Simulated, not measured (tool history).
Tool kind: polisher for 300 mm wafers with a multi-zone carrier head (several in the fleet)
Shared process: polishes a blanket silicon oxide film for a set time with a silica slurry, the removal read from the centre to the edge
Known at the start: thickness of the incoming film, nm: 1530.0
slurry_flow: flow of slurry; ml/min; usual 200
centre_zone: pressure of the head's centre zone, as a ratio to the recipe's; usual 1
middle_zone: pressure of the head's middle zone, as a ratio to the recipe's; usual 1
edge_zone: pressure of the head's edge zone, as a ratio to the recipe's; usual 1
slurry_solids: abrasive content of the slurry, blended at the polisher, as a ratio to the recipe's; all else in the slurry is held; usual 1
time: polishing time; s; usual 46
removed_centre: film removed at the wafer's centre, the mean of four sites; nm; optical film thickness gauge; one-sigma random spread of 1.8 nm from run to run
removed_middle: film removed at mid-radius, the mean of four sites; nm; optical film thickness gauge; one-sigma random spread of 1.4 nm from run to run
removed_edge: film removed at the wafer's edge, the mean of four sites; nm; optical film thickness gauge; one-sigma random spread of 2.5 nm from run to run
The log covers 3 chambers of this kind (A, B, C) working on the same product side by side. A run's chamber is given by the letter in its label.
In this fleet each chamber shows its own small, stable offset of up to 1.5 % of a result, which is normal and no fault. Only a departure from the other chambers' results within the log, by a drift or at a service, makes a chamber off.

run,hour,slurry_flow,centre_zone,middle_zone,edge_zone,slurry_solids,time,wafers polished on this pad,hours since the slurry nozzle was cleaned,hours since the centre zone pressure was calibrated,hours since the edge zone pressure was calibrated,removed_centre,removed_middle,removed_edge
1B,15.2,200,1,1,1,1,46,244,98.1,705.5,349.2,174.93,173.46,178.39
2A,23.3,200,1,1,1,1,46,933,559.5,934.6,278.7,173.08,173.62,176.02
3C,35.5,200,1,1,1,1,46,680,220.8,349.9,356.2,175.26,178.38,173.01
# hour 42.4: chamber C: edge zone pressure recalibrated
# hour 44.1: chamber A: worn pad replaced by a new one
4C,44.3,200,1,1,1,1,46,794,229.6,358.7,1.9,173.43,177.99,176.23
# hour 51.8: chamber C: slurry nozzle cleaned
5A,51.8,200,1,1,1,1,46,100,588,963.1,307.2,173.58,175.67,172.7
# hour 62.4: chamber A: centre zone pressure recalibrated
# hour 66: chamber C: worn pad replaced by a new one
6B,66.5,200,1,1,1,1,46,904,149.4,756.8,400.5,173.93,175.37,179.43
7C,80.1,200,1,1,1,1,46,181,28.4,394.5,37.7,178.25,180.07,176.35
# hour 84.4: chamber B: worn pad replaced by a new one
8A,94.5,200,1,1,1,1,46,649,630.7,32.1,349.9,173.87,175.77,178.96
9B,109.9,200,1,1,1,1,46,329,192.8,800.2,443.9,176.95,175.16,176.54
10C,123,200,1,1,1,1,46,733,71.3,437.4,80.6,176.66,179.43,169.71
11B,136.1,200,1,1,1,1,46,666,219,826.4,470.1,175.92,171.96,177.54
# hour 145.4: chamber A: edge zone pressure recalibrated
# hour 147.6: chamber A: worn pad replaced by a new one
# hour 150.8: chamber C: worn pad replaced by a new one
12A,152,200,0.93,0.95,1,1,46,57,688.2,89.6,6.7,160.21,167.19,177.97
# hour 155.4: chamber A: slurry nozzle cleaned
# hour 156.9: chamber B: centre zone pressure recalibrated
13B,160.6,200,0.93,0.95,1,1,46,981,243.5,3.8,494.6,161.07,163.41,174.95
14A,175.7,200,0.93,0.95,1,1,46,362,20.4,113.3,30.4,160.04,169.97,175.98
# hour 188.5: chamber B: worn pad replaced by a new one
15C,191.3,200,1,1,1,1,46,522,139.6,505.7,148.9,173.28,175.64,173.72
16C,198.3,200,1,1,1,1,46,612,146.6,512.7,155.9,179.69,179.63,179.51
17B,207.3,155,1,1,1,1.2,46,242,290.2,50.5,541.3,182.77,183.47,182
18A,220.5,155,1,1,1,1.2,46,939,65.2,158.1,75.2,178.25,183.67,188.14
# hour 232.3: chamber A: worn pad replaced by a new one
19B,234.4,155,1,1,1,1.2,46,591,317.3,77.6,568.4,184.92,180.06,185.45
# hour 239: chamber C: worn pad replaced by a new one
20C,250.5,200,1,1,1,1,46,148,198.8,564.9,208.1,173.94,178.3,178.13
# hour 259.3: chamber B: edge zone pressure recalibrated
# hour 261.7: chamber B: slurry nozzle cleaned
21A,263.2,200,1,1,1,1,46,398,107.9,200.8,117.9,175.79,176.3,177.51
22C,276.1,200,1,1,1,1,46,477,224.4,590.5,233.7,176.52,179.58,174.62
23B,292,200,1,1,1,1,46,1332,30.3,135.2,32.8,175.53,176.72,175.9
# hour 294.7: chamber B: worn pad replaced by a new one
24A,300.8,200,1,1,1,1,46,881,145.5,238.4,155.5,171.16,176.55,173.07
# hour 312: chamber C: slurry nozzle cleaned
25B,315,200,1,1,1,1,46,261,53.3,158.2,55.8,175.04,173.71,174.17
26C,329.5,200,1,1,1,1,46,1165,17.6,643.9,287.1,174.8,179.54,173.43
# hour 331.3: chamber A: worn pad replaced by a new one
27A,338.4,200,1,1,1,1,46,92,183.1,276,193.1,176.63,175.04,172.57
# hour 342.4: chamber C: worn pad replaced by a new one
28B,345.7,240,1,1.06,1,1,46,656,84,188.9,86.5,180.41,188.39,175.58
29A,355.7,240,1,1.06,1,1,46,315,200.4,293.3,210.4,176.77,191.38,178.59
30C,370.8,240,1,1.06,1,1,46,366,58.9,685.2,328.4,184.62,194.43,174.79
31C,387.1,200,1,1,1,1,46,576,75.2,701.5,344.7,176.44,176.75,175.37
32B,395.3,200,1,1,1,1,46,1294,133.6,238.5,136.1,173.33,172.47,173.4
# hour 399.3: chamber B: worn pad replaced by a new one
33A,411,200,1,1,1,1,46,1026,255.7,348.6,265.7,175.57,173.98,173.18
34C,424.1,200,1,1,1,1,46,1052,112.2,738.5,381.7,175.21,176.93,180.85
# hour 425.8: chamber C: worn pad replaced by a new one
# hour 427.2: chamber A: worn pad replaced by a new one
35B,438,200,1,1,1,1,46,498,176.3,281.2,178.8,179.04,175.65,175.73
# hour 442.2: chamber C: edge zone pressure recalibrated
36A,451.4,200,1,0.95,1,1,53,312,296.1,389,306.1,201.59,192.97,204.26
37C,467.8,200,1,0.95,1,1,53,540,155.9,782.2,25.7,202.08,195.49,204.24

Is one chamber off against the others, does the gauge drift, or is nothing wrong? If a chamber is off, say which, and what the likeliest cause is.

Neither any chamber nor the gauge drifts; the chambers differ only by their own small, steady offsets.
